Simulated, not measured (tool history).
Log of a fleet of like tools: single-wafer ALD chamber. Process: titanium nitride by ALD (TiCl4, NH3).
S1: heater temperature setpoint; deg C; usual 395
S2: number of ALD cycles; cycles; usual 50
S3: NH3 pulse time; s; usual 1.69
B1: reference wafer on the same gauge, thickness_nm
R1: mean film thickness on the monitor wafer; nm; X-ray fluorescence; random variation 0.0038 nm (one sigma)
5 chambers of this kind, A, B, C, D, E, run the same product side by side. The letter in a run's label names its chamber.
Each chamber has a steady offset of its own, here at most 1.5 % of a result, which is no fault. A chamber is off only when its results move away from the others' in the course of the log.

run     day   S1  S2    S3      B1      R1
 1E   0.354  395  50  1.69  1.1796  1.0941
 2A   0.617  395  50  1.69  1.1789  1.1015
 3D   0.971  395  50  1.69  1.1795  1.0817
 4C   1.146  395  50  1.69  1.1797   1.087
 5B   1.454  395  50  1.69  1.1801  1.0985
 6D   1.746  395  50  1.69  1.1797  1.0864
 7E    1.95  395  54  1.04  1.1799  1.1457
 8C     2.3  395  54  1.04   1.179  1.1384
 9A   2.629  395  54  1.04  1.1802  1.1552
10B   2.846  395  54  1.04  1.1799  1.1594
11B    3.15  395  54  1.04  1.1806  1.1621
        3.5  -- chamber C: thermocouple changed; heater temperature recalibrated
12A   3.504  395  50  1.69    1.18  1.0993
13C   3.717  395  50  1.69  1.1798  1.0781
14D   4.033  395  50  1.69  1.1798  1.0866
15E   4.221  395  50   2.3  1.1801  1.1172
      4.288  -- chamber E: thermocouple changed; heater temperature recalibrated
16D   4.504  395  50   2.3  1.1801  1.0986
17E   4.738  395  50   2.3  1.1813  1.1107
18C   5.025  395  50   2.3  1.1798  1.0981
19A   5.333  395  50   2.3  1.1795   1.114
20B     5.7  395  50  1.69  1.1802  1.1003
21B   6.046  407  55  1.69  1.1799   1.223
22D   6.254  407  55  1.69  1.1806  1.2037
23E   6.442  407  55  1.69  1.1807  1.2204
24A   6.725  407  55  1.69  1.1793    1.22
25C   7.033  407  55  1.69  1.1801  1.2095
26D     7.3  395  50  1.69  1.1788   1.079
27E    7.65  395  50  1.69  1.1798  1.0907
28B   7.946  395  50  1.69  1.1801  1.1091
29A   8.317  395  50  1.69  1.1805  1.0947
30C    8.55  395  50  1.69  1.1806   1.082
31D   8.875  395  50  1.69  1.1797  1.0882
32E   9.142  395  50  1.69  1.1788  1.0983
33A   9.479  395  50  1.69  1.1798  1.0991
34B   9.771  395  50  1.69  1.1804  1.1083
35C   9.962  388  47  1.69  1.1795  1.0148
36A  10.175  388  47  1.69  1.1799  1.0256
37E  10.408  388  47  1.69  1.1801  1.0162
38C  10.758  388  47  1.69  1.1794  1.0092
39D  11.104  388  47  1.69  1.1811  1.0044
40B  11.312  395  50  2.22  1.1799  1.1151
41E  11.671  395  50  2.22  1.1802  1.1001
42A  11.979  395  50  2.22  1.1803  1.1189
43D  12.262  395  50  2.22  1.1802   1.092
44B  12.629  395  50  2.22  1.1806  1.1266

What goes on in this fleet: one chamber off, a drifting gauge, or nothing beyond the chambers' own small offsets? Name the chamber and the cause, if any.

No chamber stands off beyond its own small offset, and the gauge holds steady.
